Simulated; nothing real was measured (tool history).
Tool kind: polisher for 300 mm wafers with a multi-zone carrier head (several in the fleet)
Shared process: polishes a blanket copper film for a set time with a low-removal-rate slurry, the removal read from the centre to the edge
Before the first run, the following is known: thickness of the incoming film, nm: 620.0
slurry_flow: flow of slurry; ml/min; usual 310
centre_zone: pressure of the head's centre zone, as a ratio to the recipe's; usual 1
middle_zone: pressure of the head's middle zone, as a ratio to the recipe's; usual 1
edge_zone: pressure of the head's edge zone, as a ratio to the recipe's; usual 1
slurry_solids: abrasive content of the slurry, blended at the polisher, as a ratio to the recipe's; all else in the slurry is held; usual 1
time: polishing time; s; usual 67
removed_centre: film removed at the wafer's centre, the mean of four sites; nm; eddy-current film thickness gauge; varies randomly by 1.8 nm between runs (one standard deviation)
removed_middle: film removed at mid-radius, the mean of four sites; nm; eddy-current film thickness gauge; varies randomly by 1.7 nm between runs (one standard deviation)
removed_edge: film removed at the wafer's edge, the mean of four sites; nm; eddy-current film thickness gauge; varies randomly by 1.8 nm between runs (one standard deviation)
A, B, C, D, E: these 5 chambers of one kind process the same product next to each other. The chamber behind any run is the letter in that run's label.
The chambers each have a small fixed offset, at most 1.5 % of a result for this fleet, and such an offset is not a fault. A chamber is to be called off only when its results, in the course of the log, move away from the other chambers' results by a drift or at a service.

Run 1D, hour 7.4: usual settings. Result: removed_centre 259.05 nm, removed_middle 255.62 nm, removed_edge 260.9 nm.
Run 2A, hour 11.2: usual settings. Result: removed_centre 258.46 nm, removed_middle 255.75 nm, removed_edge 257.83 nm.
Run 3C, hour 14.8: usual settings. Result: removed_centre 263.69 nm, removed_middle 256.48 nm, removed_edge 256.43 nm.
Run 4B, hour 21.7: usual settings. Result: removed_centre 258.88 nm, removed_middle 257.72 nm, removed_edge 257.73 nm.
Run 5E, hour 27.3: usual settings. Result: removed_centre 257.02 nm, removed_middle 258.29 nm, removed_edge 257.49 nm.
At hour 28.2: chamber D: worn pad replaced by a new one.
Run 6C, hour 32.6: usual settings. Result: removed_centre 256.67 nm, removed_middle 259.22 nm, removed_edge 259.14 nm.
Run 7A, hour 36.8: usual settings. Result: removed_centre 254.5 nm, removed_middle 255.71 nm, removed_edge 253.16 nm.
At hour 37.5: chamber E: worn pad replaced by a new one.
Run 8E, hour 41.7: usual settings but middle_zone 0.9, edge_zone 1.11. Result: removed_centre 256.94 nm, removed_middle 235.88 nm, removed_edge 274.38 nm.
Run 9B, hour 49.4: usual settings but middle_zone 0.9, edge_zone 1.11. Result: removed_centre 257.76 nm, removed_middle 233.1 nm, removed_edge 275.33 nm.
Run 10D, hour 54.4: usual settings but middle_zone 0.9, edge_zone 1.11. Result: removed_centre 256.8 nm, removed_middle 231.93 nm, removed_edge 274.38 nm.
Run 11B, hour 59.3: usual settings but middle_zone 0.9, edge_zone 1.11. Result: removed_centre 257.38 nm, removed_middle 234.38 nm, removed_edge 273.3 nm.
At hour 63.3: chamber B: slurry nozzle cleaned.
Run 12E, hour 63.3: usual settings but middle_zone 0.9, edge_zone 1.11. Result: removed_centre 257.48 nm, removed_middle 236.67 nm, removed_edge 274.55 nm.
Run 13A, hour 70.2: usual settings but time 46 s. Result: removed_centre 177.34 nm, removed_middle 175.02 nm, removed_edge 174.19 nm.
At hour 72.5: chamber A: worn pad replaced by a new one.
Run 14D, hour 77.7: usual settings but time 46 s. Result: removed_centre 179.19 nm, removed_middle 177.04 nm, removed_edge 178.78 nm.
Run 15C, hour 84: usual settings but time 46 s. Result: removed_centre 178.68 nm, removed_middle 176.27 nm, removed_edge 174.55 nm.
At hour 86.8: chamber B: worn pad replaced by a new one.
Run 16B, hour 89.9: usual settings but time 46 s. Result: removed_centre 179.24 nm, removed_middle 178.75 nm, removed_edge 175.5 nm.
At hour 91.6: chamber D: centre zone pressure recalibrated.
At hour 93.2: chamber C: worn pad replaced by a new one.
Run 17D, hour 97.5: usual settings but time 46 s. Result: removed_centre 176.99 nm, removed_middle 175.29 nm, removed_edge 177.12 nm.
At hour 99.1: chamber D: worn pad replaced by a new one.
At hour 99.4: chamber B: edge zone pressure recalibrated.
Run 18C, hour 105.4: usual settings. Result: removed_centre 256.94 nm, removed_middle 257.92 nm, removed_edge 257.67 nm.
Run 19E, hour 112: usual settings. Result: removed_centre 255.94 nm, removed_middle 260.38 nm, removed_edge 257.19 nm.
Run 20A, hour 116.5: usual settings. Result: removed_centre 253.39 nm, removed_middle 256.23 nm, removed_edge 258.9 nm.
Run 21E, hour 122.9: usual settings. Result: removed_centre 253.83 nm, removed_middle 255.53 nm, removed_edge 257.35 nm.
At hour 125.3: chamber E: worn pad replaced by a new one.
Run 22C, hour 129.2: usual settings. Result: removed_centre 260.32 nm, removed_middle 256.85 nm, removed_edge 257.11 nm.
Run 23B, hour 137.1: usual settings but edge_zone 1.05. Result: removed_centre 261.61 nm, removed_middle 258.72 nm, removed_edge 265.29 nm.
Run 24D, hour 142.6: usual settings but edge_zone 1.05. Result: removed_centre 258.23 nm, removed_middle 254.86 nm, removed_edge 261.88 nm.
Run 25A, hour 148.3: usual settings but edge_zone 1.05. Result: removed_centre 247.94 nm, removed_middle 255.45 nm, removed_edge 262.41 nm.
Run 26D, hour 153.6: usual settings but edge_zone 1.05. Result: removed_centre 255.34 nm, removed_middle 254.75 nm, removed_edge 268.88 nm.
Run 27C, hour 159.6: usual settings but edge_zone 1.05. Result: removed_centre 260.27 nm, removed_middle 252.79 nm, removed_edge 264.03 nm.
At hour 164.4: chamber A: worn pad replaced by a new one.
Run 28E, hour 166.3: usual settings. Result: removed_centre 254.44 nm, removed_middle 258.22 nm, removed_edge 255.96 nm.
At hour 169.9: chamber D: worn pad replaced by a new one.
Run 29B, hour 171.6: usual settings. Result: removed_centre 258.62 nm, removed_middle 260.14 nm, removed_edge 260.2 nm.
At hour 173.2: chamber C: worn pad replaced by a new one.
At hour 175: chamber D: slurry nozzle cleaned.
Run 30A, hour 177.9: usual settings. Result: removed_centre 246.34 nm, removed_middle 259.33 nm, removed_edge 255.39 nm.
At hour 178.6: chamber C: slurry nozzle cleaned.
Run 31B, hour 181.9: usual settings. Result: removed_centre 259.39 nm, removed_middle 258.98 nm, removed_edge 258.83 nm.
At hour 184.5: chamber C: edge zone pressure recalibrated.
Run 32A, hour 186: usual settings. Result: removed_centre 244.98 nm, removed_middle 257.48 nm, removed_edge 254.01 nm.
Run 33E, hour 192.7: usual settings. Result: removed_centre 258.02 nm, removed_middle 260.2 nm, removed_edge 256.49 nm.
Run 34D, hour 198.7: usual settings but centre_zone 1.07, time 57 s. Result: removed_centre 236.36 nm, removed_middle 217.61 nm, removed_edge 222.05 nm.
Run 35C, hour 205.8: usual settings but centre_zone 1.07, time 57 s. Result: removed_centre 234.57 nm, removed_middle 220.93 nm, removed_edge 219.92 nm.
At hour 211.6: chamber E: worn pad replaced by a new one.
Run 36E, hour 213.5: usual settings but centre_zone 1.07, time 57 s. Result: removed_centre 235.72 nm, removed_middle 222.39 nm, removed_edge 218.87 nm.
Run 37D, hour 218.8: usual settings but centre_zone 1.07, time 57 s. Result: removed_centre 238.32 nm, removed_middle 218.39 nm, removed_edge 215.47 nm.
Run 38C, hour 225.8: usual settings but centre_zone 1.07, time 57 s. Result: removed_centre 238.12 nm, removed_middle 219.77 nm, removed_edge 217.97 nm.
Run 39A, hour 231.3: usual settings. Result: removed_centre 237.58 nm, removed_middle 256.69 nm, removed_edge 253.13 nm.
At hour 233.3: chamber B: worn pad replaced by a new one.
Run 40B, hour 239.2: usual settings but edge_zone 0.95. Result: removed_centre 258.98 nm, removed_middle 257.87 nm, removed_edge 253.26 nm.
At hour 240.4: chamber D: worn pad replaced by a new one.
Run 41D, hour 246.8: usual settings but edge_zone 0.95. Result: removed_centre 256.91 nm, removed_middle 255.09 nm, removed_edge 252.16 nm.
Run 42E, hour 251.6: usual settings but edge_zone 0.95. Result: removed_centre 256.15 nm, removed_middle 259.11 nm, removed_edge 251.4 nm.

Decide between three cases: one chamber stands off from its peers, the gauge reading all wafers drifts, or nothing is wrong past each chamber's small offset. Where a chamber is off, say which and what most likely put it there.

Little by little, chamber A moves away from the other chambers.
Cause: centre zone's pressure below its setpoint, % = 7.85.

Here are 4 candidates for chamber A's next run, each the usual settings with a change, their results left as question marks. Which one brings its results back in line with what the others give on the usual settings?
In-line tolerance around the mean of the other chambers on the usual settings: removed_centre 6.1 nm; removed_middle 6 nm; removed_edge 6.2 nm
Run 43A-1, hour 257.3: usual settings but centre_zone 1.02, middle_zone 0.99, edge_zone 0.99, time 68 s. Result: removed_centre ?, removed_middle ?, removed_edge ?.
Run 43A-2, hour 257.3: usual settings but centre_zone 0.98, middle_zone 1.01, edge_zone 1.01, time 66 s. Result: removed_centre ?, removed_middle ?, removed_edge ?.
Run 43A-3, hour 257.3: usual settings but slurry_flow 305 ml/min, centre_zone 0.94, middle_zone 1.02, edge_zone 1.02, time 66 s. Result: removed_centre ?, removed_middle ?, removed_edge ?.
Run 43A-4, hour 257.3: usual settings but slurry_flow 315 ml/min, centre_zone 1.07, middle_zone 0.98, edge_zone 0.98, time 68 s. Result: removed_centre ?, removed_middle ?, removed_edge ?.

Other chambers, usual settings, mean: removed_centre 258.26 nm; removed_middle 257.01 nm; removed_edge 257.71 nm
  run  removed_centre  removed_middle  removed_edge
43A-1          244.24          257.83        258.69
43A-2          226.81             255        253.68
43A-3          216.18          257.01        254.67
43A-4          257.88          255.72        257.64
43A-4 brings the chamber back in line.

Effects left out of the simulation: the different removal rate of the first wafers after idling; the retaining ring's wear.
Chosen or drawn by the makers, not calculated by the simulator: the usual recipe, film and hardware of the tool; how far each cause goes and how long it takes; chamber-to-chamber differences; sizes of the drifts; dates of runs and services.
